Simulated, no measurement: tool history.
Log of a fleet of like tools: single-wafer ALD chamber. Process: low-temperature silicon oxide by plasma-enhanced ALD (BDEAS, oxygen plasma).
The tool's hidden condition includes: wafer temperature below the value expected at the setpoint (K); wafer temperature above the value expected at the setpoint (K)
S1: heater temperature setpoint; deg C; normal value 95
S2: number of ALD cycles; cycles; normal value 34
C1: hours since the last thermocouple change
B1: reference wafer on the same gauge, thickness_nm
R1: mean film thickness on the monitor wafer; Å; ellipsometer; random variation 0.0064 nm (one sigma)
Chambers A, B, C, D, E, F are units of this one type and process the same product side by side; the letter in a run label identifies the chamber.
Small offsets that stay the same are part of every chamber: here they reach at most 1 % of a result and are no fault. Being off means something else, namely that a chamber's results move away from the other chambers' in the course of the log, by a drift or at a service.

run 1F hour=4.1 | S1=95 S2=34 | C1=134.4 | B1=4.4796 | R1=49.54
run 2A hour=9.3 | S1=95 S2=34 | C1=1571.9 | B1=4.4789 | R1=49.579
run 3E hour=17.5 | S1=95 S2=34 | C1=1592.4 | B1=4.4784 | R1=49.737
run 4B hour=24.8 | S1=95 S2=34 | C1=1235.8 | B1=4.4769 | R1=49.199
run 5D hour=30.5 | S1=95 S2=34 | C1=2103.8 | B1=4.4763 | R1=49.384
run 6C hour=35.2 | S1=95 S2=34 | C1=230.7 | B1=4.4767 | R1=49.356
run 7C hour=42.7 | S1=95 S2=34 | C1=238.2 | B1=4.4757 | R1=49.508
run 8D hour=48.9 | S1=95 S2=34 | C1=2122.2 | B1=4.4769 | R1=49.446
run 9E hour=53 | S1=95 S2=34 | C1=1627.9 | B1=4.4741 | R1=49.753
run 10A hour=58.9 | S1=82 S2=37 | C1=1621.5 | B1=4.4742 | R1=56.474
run 11F hour=64.8 | S1=82 S2=37 | C1=195.1 | B1=4.4732 | R1=56.479
run 12B hour=69.2 | S1=82 S2=37 | C1=1280.2 | B1=4.4733 | R1=56.084
run 13E hour=73.7 | S1=82 S2=37 | C1=1648.6 | B1=4.4729 | R1=56.596
run 14C hour=80 | S1=82 S2=37 | C1=275.5 | B1=4.4709 | R1=56.326
run 15D hour=85 | S1=82 S2=37 | C1=2158.3 | B1=4.4718 | R1=56.149
run 16B hour=91.2 | S1=95 S2=34 | C1=1302.2 | B1=4.4714 | R1=49.152
run 17F hour=95 | S1=95 S2=34 | C1=225.3 | B1=4.4692 | R1=49.507
run 18A hour=99.7 | S1=95 S2=38 | C1=1662.3 | B1=4.4716 | R1=55.479
run 19E hour=106.1 | S1=95 S2=38 | C1=1681 | B1=4.4698 | R1=55.359
run 20D hour=112.7 | S1=95 S2=38 | C1=2186 | B1=4.4701 | R1=55.097
run 21C hour=117.8 | S1=95 S2=38 | C1=313.3 | B1=4.468 | R1=55.126
run 22A hour=125.2 | S1=95 S2=38 | C1=1687.8 | B1=4.469 | R1=55.221
run 23F hour=130.5 | S1=95 S2=38 | C1=260.8 | B1=4.4673 | R1=55.296
run 24B hour=137.8 | S1=95 S2=34 | C1=1348.8 | B1=4.4665 | R1=49.247
run 25F hour=145.1 | S1=95 S2=34 | C1=275.4 | B1=4.4679 | R1=49.483
run 26A hour=148.9 | S1=95 S2=34 | C1=1711.5 | B1=4.4656 | R1=49.522
run 27E hour=156.1 | S1=95 S2=34 | C1=1731 | B1=4.4657 | R1=49.608
run 28B hour=163.9 | S1=95 S2=34 | C1=1374.9 | B1=4.4647 | R1=49.115
run 29D hour=170.7 | S1=95 S2=30 | C1=2244 | B1=4.4639 | R1=43.412
run 30C hour=175.1 | S1=95 S2=30 | C1=370.6 | B1=4.4624 | R1=43.468
run 31E hour=181.6 | S1=95 S2=30 | C1=1756.5 | B1=4.4631 | R1=43.841
run 32D hour=188.9 | S1=95 S2=30 | C1=2262.2 | B1=4.4626 | R1=43.438
run 33F hour=192.5 | S1=95 S2=30 | C1=322.8 | B1=4.4621 | R1=43.65
run 34B hour=197.7 | S1=95 S2=30 | C1=1408.7 | B1=4.4619 | R1=43.436
run 35C hour=203.9 | S1=95 S2=34 | C1=399.4 | B1=4.4611 | R1=49.384
-- hour=207.6 chamber A: thermocouple changed; heater temperature recalibrated
run 36A hour=209.4 | S1=95 S2=34 | C1=1.8 | B1=4.4597 | R1=49.45
run 37A hour=216.5 | S1=95 S2=34 | C1=8.9 | B1=4.4589 | R1=49.435
run 38C hour=221.6 | S1=95 S2=34 | C1=417.1 | B1=4.4579 | R1=49.256
run 39D hour=226.8 | S1=108 S2=30 | C1=2300.1 | B1=4.4564 | R1=41.932
run 40E hour=231.1 | S1=108 S2=30 | C1=1806 | B1=4.458 | R1=42.337
run 41F hour=235.4 | S1=108 S2=30 | C1=365.7 | B1=4.4559 | R1=42.124
run 42B hour=242.6 | S1=108 S2=30 | C1=1453.6 | B1=4.4557 | R1=41.868

Is one chamber out of step, is the gauge drifting, or do the chambers differ by no more than their own small offsets? For an off chamber, give its letter and the likeliest cause.

No chamber is off; the gauge reading every chamber's wafers drifts, which makes the whole fleet appear to move together.
Likeliest cause: gauge reads low (%) = 0.535.

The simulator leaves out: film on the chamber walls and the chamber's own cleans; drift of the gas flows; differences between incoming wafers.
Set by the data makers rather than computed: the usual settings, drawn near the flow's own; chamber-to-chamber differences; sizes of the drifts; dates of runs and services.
